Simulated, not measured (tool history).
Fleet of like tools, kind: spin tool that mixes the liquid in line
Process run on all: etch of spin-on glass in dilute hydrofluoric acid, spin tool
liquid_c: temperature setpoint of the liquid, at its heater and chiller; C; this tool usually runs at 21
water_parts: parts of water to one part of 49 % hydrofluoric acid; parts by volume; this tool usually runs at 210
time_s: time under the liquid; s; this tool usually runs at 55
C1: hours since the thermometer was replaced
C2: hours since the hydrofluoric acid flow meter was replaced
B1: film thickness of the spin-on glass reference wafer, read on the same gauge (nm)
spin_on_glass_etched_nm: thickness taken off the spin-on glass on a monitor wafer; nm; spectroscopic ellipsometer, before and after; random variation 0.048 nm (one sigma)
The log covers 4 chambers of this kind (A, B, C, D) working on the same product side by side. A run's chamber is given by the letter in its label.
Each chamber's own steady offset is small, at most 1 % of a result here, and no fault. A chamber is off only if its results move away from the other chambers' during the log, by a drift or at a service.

Run 1B, day 0.279: usual settings; C1 1092.7; C2 95.4; B1 100. Result: spin_on_glass_etched_nm 7.6589 nm.
Run 2D, day 0.571: usual settings; C1 44.2; C2 514.4; B1 99.997. Result: spin_on_glass_etched_nm 7.9074 nm.
Run 3C, day 0.821: usual settings; C1 1072.8; C2 180.4; B1 100. Result: spin_on_glass_etched_nm 7.6843 nm.
Run 4A, day 1.046: usual settings; C1 1684; C2 122.1; B1 99.977. Result: spin_on_glass_etched_nm 7.7191 nm.
Run 5B, day 1.271: usual settings; C1 1116.5; C2 119.2; B1 99.99. Result: spin_on_glass_etched_nm 7.6858 nm.
Run 6D, day 1.517: usual settings but time_s 80 s; C1 66.9; C2 537.1; B1 99.985. Result: spin_on_glass_etched_nm 11.35 nm.
Run 7A, day 1.804: usual settings but time_s 80 s; C1 1702.2; C2 140.3; B1 99.989. Result: spin_on_glass_etched_nm 11.202 nm.
Run 8C, day 2.154: usual settings but time_s 80 s; C1 1104.8; C2 212.4; B1 99.998. Result: spin_on_glass_etched_nm 11.149 nm.
Run 9A, day 2.404: usual settings but time_s 80 s; C1 1716.6; C2 154.7; B1 100. Result: spin_on_glass_etched_nm 11.166 nm.
Run 10D, day 2.721: usual settings but liquid_c 19 C; C1 95.8; C2 566; B1 100.02. Result: spin_on_glass_etched_nm 7.148 nm.
Run 11B, day 3.062: usual settings but liquid_c 19 C; C1 1159.5; C2 162.2; B1 100.03. Result: spin_on_glass_etched_nm 7.1644 nm.
Run 12C, day 3.462: usual settings but liquid_c 19 C; C1 1136.2; C2 243.8; B1 99.998. Result: spin_on_glass_etched_nm 7.042 nm.
Run 13C, day 3.704: usual settings but liquid_c 19 C; C1 1142; C2 249.6; B1 100.01. Result: spin_on_glass_etched_nm 7.0968 nm.
Run 14B, day 4.125: usual settings; C1 1185; C2 187.7; B1 99.975. Result: spin_on_glass_etched_nm 7.7157 nm.
Run 15A, day 4.462: usual settings; C1 1766; C2 204.1; B1 99.993. Result: spin_on_glass_etched_nm 7.6291 nm.
Run 16D, day 4.75: usual settings; C1 144.5; C2 614.7; B1 100.03. Result: spin_on_glass_etched_nm 7.7534 nm.
Run 17A, day 4.946: usual settings; C1 1777.6; C2 215.7; B1 99.984. Result: spin_on_glass_etched_nm 7.5542 nm.
Run 18C, day 5.188: usual settings; C1 1177.6; C2 285.2; B1 99.988. Result: spin_on_glass_etched_nm 7.6804 nm.
Run 19B, day 5.608: usual settings; C1 1220.6; C2 223.3; B1 99.977. Result: spin_on_glass_etched_nm 7.7122 nm.
Run 20D, day 6: usual settings; C1 174.5; C2 644.7; B1 99.992. Result: spin_on_glass_etched_nm 7.7368 nm.
Run 21A, day 6.262: usual settings; C1 1809.2; C2 247.3; B1 100.02. Result: spin_on_glass_etched_nm 7.4612 nm.
Run 22D, day 6.579: usual settings; C1 188.4; C2 658.6; B1 99.988. Result: spin_on_glass_etched_nm 7.7993 nm.
Run 23C, day 6.917: usual settings; C1 1219.1; C2 326.7; B1 100.02. Result: spin_on_glass_etched_nm 7.7275 nm.
Run 24B, day 7.225: usual settings; C1 1259.4; C2 262.1; B1 99.984. Result: spin_on_glass_etched_nm 7.7679 nm.
Run 25C, day 7.546: usual settings but water_parts 265 parts by volume; C1 1234.2; C2 341.8; B1 99.978. Result: spin_on_glass_etched_nm 5.7354 nm.
Run 26B, day 7.954: usual settings but water_parts 265 parts by volume; C1 1276.9; C2 279.6; B1 100. Result: spin_on_glass_etched_nm 5.7825 nm.
Run 27A, day 8.35: usual settings but water_parts 265 parts by volume; C1 1859.3; C2 297.4; B1 99.989. Result: spin_on_glass_etched_nm 5.4934 nm.
Run 28D, day 8.754: usual settings but water_parts 265 parts by volume; C1 240.6; C2 710.8; B1 99.987. Result: spin_on_glass_etched_nm 5.8953 nm.
Run 29C, day 9.054: usual settings; C1 1270.4; C2 378; B1 100.01. Result: spin_on_glass_etched_nm 7.6181 nm.
Run 30B, day 9.25: usual settings; C1 1308; C2 310.7; B1 99.987. Result: spin_on_glass_etched_nm 7.7056 nm.
Run 31D, day 9.508: usual settings; C1 258.7; C2 728.9; B1 100.01. Result: spin_on_glass_etched_nm 7.7534 nm.
Run 32A, day 9.879: usual settings but water_parts 310 parts by volume, time_s 85 s; C1 1896; C2 334.1; B1 100.01. Result: spin_on_glass_etched_nm 6.86 nm.
Run 33C, day 10.196: usual settings but water_parts 310 parts by volume, time_s 85 s; C1 1297.8; C2 405.4; B1 99.992. Result: spin_on_glass_etched_nm 7.3384 nm.

Is one chamber off against the others, does the gauge drift, or is nothing wrong? If a chamber is off, say which, and what the likeliest cause is.

Little by little, chamber A moves away from the other chambers.
What lies behind it: liquid colder than its thermometer reads (K) = 1.95.
It could be hard to tell apart here from: hydrofluoric acid flow below the setpoint (%).

Here are 4 candidates for chamber A's next run, each the usual settings with a change, their results left as question marks. Which one brings its results back in line with what the others give on the usual settings?
In-line tolerance around the mean of the other chambers on the usual settings: spin_on_glass_etched_nm 0.17 nm
Run 34A-1, day 10.496: usual settings but time_s 60 s. Result: spin_on_glass_etched_nm ?.
Run 34A-2, day 10.496: usual settings but water_parts 190 parts by volume. Result: spin_on_glass_etched_nm ?.
Run 34A-3, day 10.496: usual settings but water_parts 215 parts by volume, time_s 50 s. Result: spin_on_glass_etched_nm ?.
Run 34A-4, day 10.496: usual settings but water_parts 225 parts by volume. Result: spin_on_glass_etched_nm ?.

What the other chambers average on the usual settings: spin_on_glass_etched_nm 7.7247 nm
  run  spin_on_glass_etched_nm
34A-1                   7.8093
34A-2                   8.0537
34A-3                   6.3284
34A-4                   6.5936
34A-1 is the one that brings the chamber's results back in line with the other chambers.

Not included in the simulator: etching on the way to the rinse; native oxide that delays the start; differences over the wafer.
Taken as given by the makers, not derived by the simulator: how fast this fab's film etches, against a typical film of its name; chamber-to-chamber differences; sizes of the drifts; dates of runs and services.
